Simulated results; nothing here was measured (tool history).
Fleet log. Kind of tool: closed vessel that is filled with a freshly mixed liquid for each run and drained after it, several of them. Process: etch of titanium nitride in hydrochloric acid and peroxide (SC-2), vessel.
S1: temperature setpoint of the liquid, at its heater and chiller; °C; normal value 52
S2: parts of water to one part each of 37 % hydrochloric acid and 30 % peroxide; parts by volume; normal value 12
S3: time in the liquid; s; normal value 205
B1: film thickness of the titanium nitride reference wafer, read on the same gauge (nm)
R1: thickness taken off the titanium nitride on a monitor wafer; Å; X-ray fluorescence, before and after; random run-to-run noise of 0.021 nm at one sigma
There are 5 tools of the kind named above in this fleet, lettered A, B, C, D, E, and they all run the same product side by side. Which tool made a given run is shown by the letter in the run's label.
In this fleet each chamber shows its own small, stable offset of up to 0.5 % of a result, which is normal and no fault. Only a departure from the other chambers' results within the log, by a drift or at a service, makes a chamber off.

run   hour  S1  S2   S3      B1      R1
 1A      9  52  12  205  90.012  63.988
      11.4  -- chamber A: new drum of peroxide connected
 2C   16.5  52  12  205  90.011  63.931
 3D   24.2  52  12  205  90.016  63.435
 4B   28.9  52  12  205  89.971   63.73
 5E   33.8  52  12  205  90.003  64.408
 6C   40.3  52  12  205  90.015  64.103
 7E   44.4  52  12  205  90.009  64.471
 8B   51.8  52  12  205  89.977  64.113
 9A   55.8  52  12  205  90.034  63.825
10D   63.8  52  12  205  90.049    63.5
      64.9  -- chamber B: chemicals flow meter replaced
11B   68.6  52  12  205  90.028  64.199
12D   76.3  52  12  145  90.008  45.069
13E   83.8  52  12  145  90.044  45.553
      89.9  -- chamber D: new drum of peroxide connected
14C   91.9  52  12  145   90.01   44.92
15A  100.6  52  12  145  90.009  45.151
16A  109.6  52  12  145  89.955  45.417
17E  115.1  52  12  125  89.992  39.216
18B  121.2  52  12  125  90.006   39.01
19D  127.1  52  12  125  90.006  38.831
20C  131.9  52  12  125  89.989  39.041
     134.6  -- chamber A: thermometer replaced
21C  138.3  52  12  125  90.009  39.022
22A  146.6  52  12  205  89.986   63.85
23E  152.8  52  12  205  89.977  64.273
     155.4  -- chamber C: new drum of peroxide connected
24D  160.6  52  12  205  90.039  63.939
     162.7  -- chamber E: new drum of peroxide connected
25B  165.6  52  12  205  89.999  63.962
26D  173.2  52  12  205  89.982  63.817
27E  177.6  52  12  290  89.995  91.363
28C  182.8  52  12  290  90.004  90.664
29B  187.3  52  12  290  90.016  90.514
30A  192.2  52  12  290  90.041  90.637
31B  197.9  52  12  290  89.984  90.239
32A  202.2  52  12  205  90.037  64.225
33D  206.1  52  12  205  90.026  63.573
34C  215.1  52  12  205  90.015  64.217
35E  223.4  52  12  295  89.993  92.448
     224.2  -- chamber E: chemicals flow meter replaced
36B  231.9  52  12  295  89.994   92.01
37D  236.6  52  12  295   89.99  91.601
38C  244.5  52  12  295  89.981  92.123
39E  251.2  52  12  295  90.002  92.608
40A  257.9  52  12  205      90  64.024
41D  266.5  52  12  205  89.981  63.795
42C  275.5  52  12  205  90.016  64.057
43A  282.9  52  12  205      90  63.994

Next, all 5 chambers run the settings below, one line each with question marks for the results. What does each chamber give?
44A  289.3  52  12  205       ?
44B  289.3  52  12  205       ?
44C  289.3  52  12  205       ?
44D  289.3  52  12  205       ?
44E  289.3  52  12  205       ?

run      R1
44A  64.048
44B  64.181
44C  64.429
44D  63.508
44E  64.161
